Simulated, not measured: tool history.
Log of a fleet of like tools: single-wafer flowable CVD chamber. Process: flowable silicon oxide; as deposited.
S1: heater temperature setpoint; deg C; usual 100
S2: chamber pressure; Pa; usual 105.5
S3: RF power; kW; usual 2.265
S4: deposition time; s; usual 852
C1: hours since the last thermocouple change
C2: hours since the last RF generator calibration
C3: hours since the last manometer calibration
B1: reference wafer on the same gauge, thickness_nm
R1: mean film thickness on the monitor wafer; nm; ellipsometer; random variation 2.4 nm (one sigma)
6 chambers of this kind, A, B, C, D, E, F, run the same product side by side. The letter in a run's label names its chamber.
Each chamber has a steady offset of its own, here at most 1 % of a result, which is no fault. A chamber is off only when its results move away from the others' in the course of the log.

Run 1C, hour 7.3: usual settings; C1 619; C2 872.8; C3 51.5; B1 441.05. Result: R1 516.97 nm.
Run 2A, hour 12.4: usual settings; C1 1982.1; C2 229.5; C3 579.9; B1 440.97. Result: R1 520.27 nm.
Run 3B, hour 19.6: usual settings; C1 911.9; C2 1009.4; C3 1541.9; B1 441.1. Result: R1 516.55 nm.
Run 4D, hour 26.2: usual settings; C1 807.2; C2 365.3; C3 474.6; B1 440.67. Result: R1 522.61 nm.
Run 5F, hour 33.5: usual settings; C1 1154.9; C2 1167.1; C3 615.6; B1 440.58. Result: R1 525.03 nm.
Run 6E, hour 38.8: usual settings but S3 2.09 kW; C1 879; C2 45.9; C3 834.7; B1 440.54. Result: R1 514.97 nm.
Run 7E, hour 47.2: usual settings but S3 2.09 kW; C1 887.4; C2 54.3; C3 843.1; B1 441.11. Result: R1 516.15 nm.
Run 8A, hour 56.4: usual settings but S3 2.09 kW; C1 2026.1; C2 273.5; C3 623.9; B1 440.79. Result: R1 514.58 nm.
Run 9B, hour 64.9: usual settings but S3 2.09 kW; C1 957.2; C2 1054.7; C3 1587.2; B1 440.93. Result: R1 512.34 nm.
Run 10F, hour 69.4: usual settings but S3 2.09 kW; C1 1190.8; C2 1203; C3 651.5; B1 441.33. Result: R1 515.95 nm.
Run 11C, hour 76.9: usual settings but S3 2.09 kW; C1 688.6; C2 942.4; C3 121.1; B1 441.06. Result: R1 506.92 nm.
Run 12D, hour 85.2: usual settings; C1 866.2; C2 424.3; C3 533.6; B1 440.82. Result: R1 521.49 nm.
Run 13D, hour 92.5: usual settings; C1 873.5; C2 431.6; C3 540.9; B1 441.43. Result: R1 522.03 nm.
Run 14C, hour 98.1: usual settings; C1 709.8; C2 963.6; C3 142.3; B1 440.52. Result: R1 520.75 nm.
Run 15A, hour 104.2: usual settings; C1 2073.9; C2 321.3; C3 671.7; B1 441.36. Result: R1 519.26 nm.
Run 16F, hour 111.1: usual settings but S1 107 deg C; C1 1232.5; C2 1244.7; C3 693.2; B1 440.96. Result: R1 418.6 nm.
Run 17B, hour 116.2: usual settings but S1 107 deg C; C1 1008.5; C2 1106; C3 1638.5; B1 441.26. Result: R1 413.55 nm.
Run 18E, hour 125: usual settings but S1 107 deg C; C1 965.2; C2 132.1; C3 920.9; B1 441.3. Result: R1 410.14 nm.
Run 19C, hour 129.6: usual settings but S1 107 deg C; C1 741.3; C2 995.1; C3 173.8; B1 440.69. Result: R1 409.07 nm.
Run 20B, hour 135.2: usual settings but S1 107 deg C; C1 1027.5; C2 1125; C3 1657.5; B1 441.18. Result: R1 419.02 nm.
Run 21A, hour 144: usual settings but S1 107 deg C; C1 2113.7; C2 361.1; C3 711.5; B1 441.44. Result: R1 410.32 nm.
Run 22E, hour 151.5: usual settings; C1 991.7; C2 158.6; C3 947.4; B1 440.76. Result: R1 521.23 nm.
Run 23D, hour 156.1: usual settings but S2 89.9 Pa, S3 2.595 kW; C1 937.1; C2 495.2; C3 604.5; B1 441.14. Result: R1 427.16 nm.
Run 24F, hour 164.5: usual settings but S2 89.9 Pa, S3 2.595 kW; C1 1285.9; C2 1298.1; C3 746.6; B1 440.96. Result: R1 432.13 nm.
Run 25D, hour 173.4: usual settings but S2 89.9 Pa, S3 2.595 kW; C1 954.4; C2 512.5; C3 621.8; B1 441.3. Result: R1 427.67 nm.
Run 26A, hour 178.9: usual settings but S2 89.9 Pa, S3 2.595 kW; C1 2148.6; C2 396; C3 746.4; B1 441.59. Result: R1 426.75 nm.
Run 27E, hour 184.3: usual settings but S2 89.9 Pa, S3 2.595 kW; C1 1024.5; C2 191.4; C3 980.2; B1 440.67. Result: R1 431.34 nm.
Run 28B, hour 189.9: usual settings but S2 89.9 Pa, S3 2.595 kW; C1 1082.2; C2 1179.7; C3 1712.2; B1 440.86. Result: R1 437.83 nm.
Run 29C, hour 196.2: usual settings; C1 807.9; C2 1061.7; C3 240.4; B1 440.85. Result: R1 521.35 nm.
Run 30F, hour 205.2: usual settings but S3 2.605 kW; C1 1326.6; C2 1338.8; C3 787.3; B1 440.94. Result: R1 534.34 nm.
Run 31B, hour 212: usual settings but S3 2.605 kW; C1 1104.3; C2 1201.8; C3 1734.3; B1 441.05. Result: R1 549.74 nm.
Run 32F, hour 216.8: usual settings but S3 2.605 kW; C1 1338.2; C2 1350.4; C3 798.9; B1 440.7. Result: R1 535.1 nm.
Run 33E, hour 224.6: usual settings but S3 2.605 kW; C1 1064.8; C2 231.7; C3 1020.5; B1 441.24. Result: R1 531.58 nm.
Run 34C, hour 233.2: usual settings but S3 2.605 kW; C1 844.9; C2 1098.7; C3 277.4; B1 440.99. Result: R1 525.69 nm.
Run 35A, hour 237.6: usual settings but S3 2.605 kW; C1 2207.3; C2 454.7; C3 805.1; B1 441.29. Result: R1 531.12 nm.
Run 36D, hour 245.5: usual settings; C1 1026.5; C2 584.6; C3 693.9; B1 441.08. Result: R1 524.43 nm.
Run 37B, hour 249.8: usual settings; C1 1142.1; C2 1239.6; C3 1772.1; B1 441.37. Result: R1 541.73 nm.
Run 38C, hour 258.9: usual settings; C1 870.6; C2 1124.4; C3 303.1; B1 441.02. Result: R1 516.56 nm.
Run 39A, hour 267.8: usual settings; C1 2237.5; C2 484.9; C3 835.3; B1 440.63. Result: R1 517.95 nm.
Run 40F, hour 273: usual settings; C1 1394.4; C2 1406.6; C3 855.1; B1 441.1. Result: R1 523.59 nm.
Run 41D, hour 281.4: usual settings; C1 1062.4; C2 620.5; C3 729.8; B1 440.88. Result: R1 520.14 nm.
Run 42E, hour 286.9: usual settings; C1 1127.1; C2 294; C3 1082.8; B1 440.79. Result: R1 522.4 nm.

Is one chamber off against the others, does the gauge drift, or is nothing wrong? If a chamber is off, say which, and what the likeliest cause is.

Chamber B drifts away from the others.
Cause: wafer temperature below the value expected at the setpoint (K) = 1.8.
The log may not tell that from: true pressure above the setpoint (%).

Here are 4 candidates for chamber B's next run, each the usual settings with a change, their results left as question marks. Which one brings its results back in line with what the others give on the usual settings?
In line means no further than this from the other chambers' mean on the usual settings: R1 8.2 nm
Run 43B-1, hour 293.9: usual settings but S2 110 Pa, S3 2.275 kW. Result: R1 ?.
Run 43B-2, hour 293.9: usual settings but S1 101 deg C, S2 104.3 Pa, S4 847 s. Result: R1 ?.
Run 43B-3, hour 293.9: usual settings but S2 107.1 Pa, S3 2.27 kW. Result: R1 ?.
Run 43B-4, hour 293.9: usual settings but S4 834 s. Result: R1 ?.

The other chambers' mean on the usual settings: R1 520.61 nm
  run      R1
43B-1  581.62
43B-2  522.11
43B-3  561.76
43B-4  539.05
43B-2 brings the chamber back in line.
